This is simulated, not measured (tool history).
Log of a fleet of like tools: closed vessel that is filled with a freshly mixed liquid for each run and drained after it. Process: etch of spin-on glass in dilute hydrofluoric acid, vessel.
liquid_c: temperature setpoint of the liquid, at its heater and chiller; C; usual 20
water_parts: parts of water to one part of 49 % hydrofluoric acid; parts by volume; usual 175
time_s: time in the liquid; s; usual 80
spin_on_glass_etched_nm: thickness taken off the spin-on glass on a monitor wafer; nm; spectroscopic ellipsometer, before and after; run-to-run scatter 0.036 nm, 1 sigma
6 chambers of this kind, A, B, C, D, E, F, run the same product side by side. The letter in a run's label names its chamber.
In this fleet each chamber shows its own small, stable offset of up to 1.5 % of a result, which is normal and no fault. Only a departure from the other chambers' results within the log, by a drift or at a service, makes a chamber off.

run,hour,liquid_c,water_parts,time_s,hours since the thermometer was replaced,hours since the hydrofluoric acid flow meter was replaced,"read-back film thickness of the spin-on glass reference wafer, read on the same gauge (nm)",spin_on_glass_etched_nm
1A,10.6,20,175,80,1730.4,1454.7,39.986,9.423
2F,15.9,20,175,80,118.5,47.8,39.996,9.378
3B,21.3,20,175,80,1995.6,376,40.001,9.3073
# hour 25.8: chamber E: hydrofluoric acid flow meter replaced
4D,26.5,20,175,80,448.4,1623,40.012,9.3359
5E,33,20,175,80,660.6,7.3,40.002,9.1277
6C,38.1,20,175,80,1535.6,691.2,40.004,9.3467
# hour 40.7: chamber D: hydrofluoric acid flow meter replaced
7F,47.2,17,115,80,149.8,79.1,40.014,13.384
8E,57.5,17,115,80,685.1,31.8,39.998,13.242
9A,67.8,17,115,80,1787.6,1511.9,39.983,13.287
10B,75.5,17,115,80,2049.8,430.2,39.995,13.091
11D,86.9,17,115,80,508.8,46.3,39.979,13.381
12C,97.9,17,115,80,1595.4,751,40.021,13.312
13D,106.3,20,215,80,528.2,65.7,39.958,7.2656
14A,116,20,215,80,1835.8,1560.1,40.005,7.348
# hour 125.1: chamber D: thermometer replaced
15F,125.5,20,215,80,228.1,157.4,40.001,7.3278
16E,134.4,20,215,80,762,108.7,39.996,7.1258
17B,142.6,20,215,80,2116.9,497.3,39.996,7.2102
18C,153.8,20,215,80,1651.3,806.9,40.006,7.2748
19B,159.3,20,175,80,2133.6,514,39.991,9.2668
20A,166.4,20,175,80,1886.2,1610.5,39.982,9.4783
21C,177.1,20,175,80,1674.6,830.2,40.018,9.3379
22F,184.2,17.5,175,80,286.8,216.1,40.012,8.4508
23E,195.5,17.5,175,80,823.1,169.8,39.984,8.3482
24D,201.2,17.5,175,80,76.1,160.6,39.985,8.4079
25D,206.7,17.5,175,80,81.6,166.1,40.011,8.4473
26F,212.7,17.5,175,80,315.3,244.6,40.011,8.4185
27E,222,17.5,175,80,849.6,196.3,39.995,8.3408
28A,228,20,175,80,1947.8,1672.1,39.996,9.5462
29C,235.6,20,175,80,1733.1,888.7,40.015,9.3368
30B,241.8,20,175,80,2216.1,596.5,40.004,9.2212
# hour 244.5: chamber B: thermometer replaced
31F,249.5,20,175,80,352.1,281.4,40.007,9.3689
32C,256.1,20,175,80,1753.6,909.2,39.969,9.3454
33E,266.6,20,175,80,894.2,240.9,40.029,9.2118
34A,274.9,20,175,80,1994.7,1719,39.997,9.5571
35B,285.2,20,175,80,40.8,639.9,39.991,9.2469
36D,295.8,20,175,80,170.7,255.2,39.988,9.3458
37A,303.2,20,175,80,2023,1747.3,39.994,9.674
38C,309.2,20,175,80,1806.7,962.3,39.997,9.2754
39E,314.5,20,175,115,942.1,288.8,39.997,13.234
40D,324.7,20,175,115,199.6,284.1,39.991,13.315
41B,334.9,20,175,115,90.5,689.6,39.98,13.24
42F,340.7,20,175,115,443.3,372.6,40.017,13.422
43E,350.5,20,175,115,978.1,324.8,39.995,13.247

Has any chamber moved away from the others, gradually or after a service, or does the common gauge drift, or do the chambers differ only by their own small steady offsets? State the chamber and the most likely cause if one applies.

One chamber, A, drifts off from the rest bit by bit.
Most likely cause: liquid hotter than its thermometer reads (K) = 0.827.
Not necessarily distinguishable in this log from: hydrofluoric acid flow above the setpoint (%).

Below are 4 candidate recipes for chamber A's next run, each the usual settings with a change, their results shown as question marks. Which of them brings A's results back in line with what the other chambers give on the usual settings?
In line here means within this much of the mean the other chambers give on the usual settings: spin_on_glass_etched_nm 0.12 nm
44A-1,358.9,20.5,175,80,,,,?
44A-2,358.9,19,175,80,,,,?
44A-3,358.9,19.5,175,80,,,,?
44A-4,358.9,21,175,80,,,,?

What the other chambers average on the usual settings: spin_on_glass_etched_nm 9.2875 nm
run,spin_on_glass_etched_nm
44A-1,9.8895
44A-2,9.3244
44A-3,9.5088
44A-4,10.086
It is 44A-2 that realigns the chamber with its peers.
